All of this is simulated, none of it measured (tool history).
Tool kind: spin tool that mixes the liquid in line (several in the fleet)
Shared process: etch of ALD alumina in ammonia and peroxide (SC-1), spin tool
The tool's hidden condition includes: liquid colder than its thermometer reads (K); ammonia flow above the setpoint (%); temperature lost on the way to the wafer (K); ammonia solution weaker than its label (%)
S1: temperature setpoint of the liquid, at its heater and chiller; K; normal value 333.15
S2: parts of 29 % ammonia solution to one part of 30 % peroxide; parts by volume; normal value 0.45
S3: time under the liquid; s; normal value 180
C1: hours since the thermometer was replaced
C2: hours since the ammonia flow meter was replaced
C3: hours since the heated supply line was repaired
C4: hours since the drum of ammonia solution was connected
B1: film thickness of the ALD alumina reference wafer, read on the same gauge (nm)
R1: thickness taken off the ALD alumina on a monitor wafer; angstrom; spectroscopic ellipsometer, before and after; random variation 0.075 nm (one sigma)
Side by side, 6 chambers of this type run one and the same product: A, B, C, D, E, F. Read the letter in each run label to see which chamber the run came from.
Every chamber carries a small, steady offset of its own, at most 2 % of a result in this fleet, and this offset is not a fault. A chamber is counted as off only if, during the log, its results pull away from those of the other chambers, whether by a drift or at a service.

Run 1D, hour 10.2: usual settings; C1 1974.8; C2 51.6; C3 612.7; C4 17.7; B1 140.01. Result: R1 97.588 angstrom.
Run 2C, hour 17.3: usual settings; C1 1241.3; C2 580.3; C3 1486.8; C4 776.3; B1 139.96. Result: R1 97.540 angstrom.
Run 3E, hour 24.2: usual settings; C1 182.7; C2 880.1; C3 797.2; C4 27.4; B1 140.01. Result: R1 96.196 angstrom.
Run 4B, hour 30.2: usual settings; C1 83.5; C2 1128.8; C3 3131.6; C4 1055.3; B1 140.01. Result: R1 95.251 angstrom.
Run 5F, hour 38.7: usual settings; C1 1057.4; C2 1283.9; C3 249.9; C4 310.3; B1 140.01. Result: R1 98.823 angstrom.
Run 6A, hour 45.6: usual settings but S2 0.35 parts by volume, S3 280 s; C1 1940.7; C2 425.0; C3 2465.4; C4 624.4; B1 139.98. Result: R1 151.630 angstrom.
At hour 49.5: chamber B: new drum of ammonia solution connected.
Run 7C, hour 58.1: usual settings but S2 0.35 parts by volume, S3 280 s; C1 1282.1; C2 621.1; C3 1527.6; C4 817.1; B1 140.02. Result: R1 146.570 angstrom.
Run 8A, hour 65.6: usual settings but S2 0.35 parts by volume, S3 280 s; C1 1960.7; C2 445.0; C3 2485.4; C4 644.4; B1 139.98. Result: R1 149.430 angstrom.
At hour 71.1: chamber C: ammonia flow meter replaced.
Run 9D, hour 73.1: usual settings but S2 0.35 parts by volume, S3 280 s; C1 2037.7; C2 114.5; C3 675.6; C4 80.6; B1 140.00. Result: R1 149.170 angstrom.
Run 10B, hour 83.8: usual settings but S2 0.35 parts by volume, S3 280 s; C1 137.1; C2 1182.4; C3 3185.2; C4 34.3; B1 139.99. Result: R1 146.090 angstrom.
Run 11E, hour 93.6: usual settings but S2 0.35 parts by volume, S3 280 s; C1 252.1; C2 949.5; C3 866.6; C4 96.8; B1 139.95. Result: R1 148.980 angstrom.
Run 12F, hour 100.1: usual settings; C1 1118.8; C2 1345.3; C3 311.3; C4 371.7; B1 140.02. Result: R1 99.273 angstrom.
Run 13E, hour 107.0: usual settings; C1 265.5; C2 962.9; C3 880.0; C4 110.2; B1 140.04. Result: R1 96.985 angstrom.
Run 14C, hour 117.2: usual settings; C1 1341.2; C2 46.1; C3 1586.7; C4 876.2; B1 140.02. Result: R1 95.726 angstrom.
At hour 118.4: chamber F: ammonia flow meter replaced.
Run 15B, hour 130.3: usual settings; C1 183.6; C2 1228.9; C3 3231.7; C4 80.8; B1 140.04. Result: R1 94.712 angstrom.
Run 16A, hour 140.6: usual settings but S3 235 s; C1 2035.7; C2 520.0; C3 2560.4; C4 719.4; B1 139.94. Result: R1 129.860 angstrom.
Run 17D, hour 149.0: usual settings but S3 235 s; C1 2113.6; C2 190.4; C3 751.5; C4 156.5; B1 140.00. Result: R1 128.520 angstrom.
Run 18F, hour 158.8: usual settings but S3 235 s; C1 1177.5; C2 40.5; C3 370.0; C4 430.4; B1 139.98. Result: R1 126.850 angstrom.
At hour 162.3: chamber A: thermometer replaced.
Run 19C, hour 170.8: usual settings but S3 235 s; C1 1394.8; C2 99.7; C3 1640.3; C4 929.8; B1 140.02. Result: R1 120.840 angstrom.
Run 20B, hour 180.8: usual settings but S3 235 s; C1 234.1; C2 1279.4; C3 3282.2; C4 131.3; B1 140.01. Result: R1 126.700 angstrom.
Run 21F, hour 187.2: usual settings but S3 235 s; C1 1205.9; C2 68.9; C3 398.4; C4 458.8; B1 139.99. Result: R1 129.320 angstrom.
At hour 197.8: chamber F: new drum of ammonia solution connected.
Run 22A, hour 198.0: usual settings; C1 35.7; C2 577.4; C3 2617.8; C4 776.8; B1 139.98. Result: R1 98.871 angstrom.
Run 23D, hour 209.9: usual settings; C1 2174.5; C2 251.3; C3 812.4; C4 217.4; B1 140.04. Result: R1 98.874 angstrom.
Run 24E, hour 218.5: usual settings but S3 230 s; C1 377.0; C2 1074.4; C3 991.5; C4 221.7; B1 140.02. Result: R1 124.980 angstrom.
At hour 222.5: chamber C: new drum of ammonia solution connected.
Run 25C, hour 226.7: usual settings but S3 230 s; C1 1450.7; C2 155.6; C3 1696.2; C4 4.2; B1 140.02. Result: R1 118.050 angstrom.
Run 26F, hour 233.2: usual settings but S3 230 s; C1 1251.9; C2 114.9; C3 444.4; C4 35.4; B1 140.01. Result: R1 123.970 angstrom.
Run 27B, hour 243.7: usual settings but S3 230 s; C1 297.0; C2 1342.3; C3 3345.1; C4 194.2; B1 139.99. Result: R1 123.920 angstrom.
Run 28E, hour 254.7: usual settings but S3 230 s; C1 413.2; C2 1110.6; C3 1027.7; C4 257.9; B1 139.98. Result: R1 124.290 angstrom.
Run 29D, hour 264.6: usual settings but S3 230 s; C1 2229.2; C2 306.0; C3 867.1; C4 272.1; B1 140.02. Result: R1 123.900 angstrom.
Run 30A, hour 270.6: usual settings; C1 108.3; C2 650.0; C3 2690.4; C4 849.4; B1 139.97. Result: R1 99.104 angstrom.
Run 31A, hour 281.8: usual settings; C1 119.5; C2 661.2; C3 2701.6; C4 860.6; B1 139.99. Result: R1 98.789 angstrom.
Run 32C, hour 294.4: usual settings; C1 1518.4; C2 223.3; C3 1763.9; C4 71.9; B1 140.02. Result: R1 88.791 angstrom.
At hour 296.6: chamber A: new drum of ammonia solution connected.
Run 33B, hour 307.6: usual settings; C1 360.9; C2 1406.2; C3 3409.0; C4 258.1; B1 140.03. Result: R1 95.316 angstrom.
At hour 310.5: chamber A: heated supply line repaired.
Run 34E, hour 315.2: usual settings; C1 473.7; C2 1171.1; C3 1088.2; C4 318.4; B1 140.01. Result: R1 98.885 angstrom.
Run 35D, hour 327.0: usual settings; C1 2291.6; C2 368.4; C3 929.5; C4 334.5; B1 140.03. Result: R1 96.597 angstrom.
Run 36F, hour 338.0: usual settings but S1 328.15 K, S3 120 s; C1 1356.7; C2 219.7; C3 549.2; C4 140.2; B1 139.99. Result: R1 50.371 angstrom.
Run 37F, hour 345.4: usual settings but S1 328.15 K, S3 120 s; C1 1364.1; C2 227.1; C3 556.6; C4 147.6; B1 140.00. Result: R1 50.539 angstrom.
Run 38A, hour 351.8: usual settings but S1 328.15 K, S3 120 s; C1 189.5; C2 731.2; C3 41.3; C4 55.3; B1 140.01. Result: R1 51.506 angstrom.
Run 39B, hour 362.9: usual settings but S1 328.15 K, S3 120 s; C1 416.2; C2 1461.5; C3 3464.3; C4 313.4; B1 140.05. Result: R1 49.602 angstrom.
Run 40D, hour 376.3: usual settings but S1 328.15 K, S3 120 s; C1 2340.9; C2 417.7; C3 978.8; C4 383.8; B1 140.02. Result: R1 49.411 angstrom.
Run 41E, hour 389.5: usual settings but S1 328.15 K, S3 120 s; C1 548.0; C2 1245.4; C3 1162.5; C4 392.7; B1 140.02. Result: R1 50.309 angstrom.
Run 42C, hour 398.6: usual settings; C1 1622.6; C2 327.5; C3 1868.1; C4 176.1; B1 139.99. Result: R1 86.388 angstrom.

Has any chamber moved away from the others, gradually or after a service, or does the common gauge drift, or do the chambers differ only by their own small steady offsets? State the chamber and the most likely cause if one applies.

One chamber, C, drifts off from the rest bit by bit.
Most likely cause: temperature lost on the way to the wafer (K) = 2.13.
Not necessarily distinguishable in this log from: liquid colder than its thermometer reads (K).

Below are 4 candidate recipes for chamber C's next run, each the usual settings with a change, their results shown as question marks. Which of them brings C's results back in line with what the other chambers give on the usual settings?
Allowed miss from the other chambers' usual-settings mean, per result, to count as in line: R1 2.600 angstrom
Run 43C-1, hour 408.1: usual settings but S1 335.15 K, S3 205 s. Result: R1 ?.
Run 43C-2, hour 408.1: usual settings but S3 145 s. Result: R1 ?.
Run 43C-3, hour 408.1: usual settings but S1 334.15 K, S3 195 s. Result: R1 ?.
Run 43C-4, hour 408.1: usual settings but S1 330.65 K. Result: R1 ?.

Other chambers, usual settings, mean: R1 97.474 angstrom
  run       R1
43C-1  108.520
43C-2   69.315
43C-3   98.135
43C-4   75.612
43C-3 brings the chamber back in line.
